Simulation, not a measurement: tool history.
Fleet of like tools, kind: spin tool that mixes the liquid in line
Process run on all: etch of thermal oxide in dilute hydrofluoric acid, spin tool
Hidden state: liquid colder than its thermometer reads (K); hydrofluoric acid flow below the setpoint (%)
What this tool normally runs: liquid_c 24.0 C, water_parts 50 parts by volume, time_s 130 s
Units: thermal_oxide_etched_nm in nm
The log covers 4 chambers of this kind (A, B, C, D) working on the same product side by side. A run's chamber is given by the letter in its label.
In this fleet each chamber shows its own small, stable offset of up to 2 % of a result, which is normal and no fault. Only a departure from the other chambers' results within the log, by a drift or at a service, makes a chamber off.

run	hour	liquid_c	water_parts	time_s	hours since the thermometer was replaced	hours since the hydrofluoric acid flow meter was replaced	read-back film thickness of the thermal oxide reference wafer, read on the same gauge (nm)	thermal_oxide_etched_nm
1B	3.8	24.0	50	130	2513.0	586.0	50.005	13.5290
2D	6.2	24.0	50	130	594.9	272.4	49.968	13.7040
3C	8.4	24.0	50	130	1107.2	829.9	49.994	13.5520
4A	10.8	24.0	50	130	195.9	357.2	50.021	13.5530
5C	13.9	24.0	50	130	1112.7	835.4	50.012	13.5420
6A	16.5	24.0	50	130	201.6	362.9	50.008	13.5710
7B	21.3	24.0	50	130	2530.5	603.5	50.000	13.5120
8D	24.2	24.0	50	130	612.9	290.4	49.989	13.6910
9B	26.7	24.0	50	130	2535.9	608.9	49.996	13.6550
10D	30.7	24.0	50	130	619.4	296.9	50.017	13.6030
11A	34.3	24.0	50	130	219.4	380.7	50.001	13.4770
# hour 36.1: chamber B: thermometer replaced
12C	39.1	24.0	50	130	1137.9	860.6	50.001	13.4660
13B	44.2	24.0	50	130	8.2	626.4	49.996	13.6070
# hour 45.5: chamber C: thermometer replaced
14D	48.4	24.0	50	130	637.1	314.6	50.016	13.6990
15A	50.6	24.0	50	130	235.7	397.0	50.006	13.4550
16C	55.6	24.0	50	130	10.1	877.1	50.000	13.4430
# hour 58.4: chamber D: thermometer replaced
17D	59.8	24.0	50	130	1.4	326.0	49.990	13.8520
18A	63.4	19.0	40	130	248.5	409.8	49.983	13.9460
19C	67.5	19.0	40	130	22.0	889.0	50.000	13.8530
20B	72.0	19.0	40	130	36.0	654.2	50.003	13.9960
21C	75.7	19.0	40	130	30.2	897.2	50.019	13.8810
22B	80.4	24.0	50	130	44.4	662.6	49.988	13.5490
# hour 81.1: chamber C: hydrofluoric acid flow meter replaced
23A	84.1	24.0	50	130	269.2	430.5	50.000	13.5220
24D	86.6	24.0	50	130	28.2	352.8	50.009	13.8130
25B	89.7	24.0	50	130	53.7	671.9	50.013	13.6360
26A	93.1	24.0	50	130	278.2	439.5	50.003	13.6130
27D	96.2	24.0	50	130	37.8	362.4	50.004	13.7490
28C	98.9	24.0	50	130	53.4	17.9	50.007	13.5480
29B	101.7	24.0	50	130	65.7	683.9	50.010	13.5850
30A	106.0	24.0	50	130	291.1	452.4	50.007	13.4900
31D	109.3	24.0	50	130	50.9	375.5	49.981	13.8370
32C	111.9	22.5	70	130	66.4	30.9	49.998	8.8518
33C	115.4	22.5	70	130	69.9	34.4	50.013	8.8712
34D	120.5	22.5	70	130	62.1	386.7	49.984	8.9642
35A	124.1	22.5	70	130	309.2	470.5	49.992	8.8331
36B	127.2	24.0	50	130	91.2	709.4	49.993	13.7130
37B	131.3	24.0	50	130	95.3	713.5	49.978	13.5450
38A	134.2	24.0	50	130	319.3	480.6	49.993	13.5180
39C	139.4	24.0	50	130	93.9	58.4	49.984	13.5020
40D	144.3	24.0	50	130	85.9	410.5	50.006	13.6070

Has any chamber moved away from the others, gradually or after a service, or does the common gauge drift, or do the chambers differ only by their own small steady offsets? State the chamber and the most likely cause if one applies.

No chamber is off and the gauge is stable; the differences are just each chamber's small, constant offset.

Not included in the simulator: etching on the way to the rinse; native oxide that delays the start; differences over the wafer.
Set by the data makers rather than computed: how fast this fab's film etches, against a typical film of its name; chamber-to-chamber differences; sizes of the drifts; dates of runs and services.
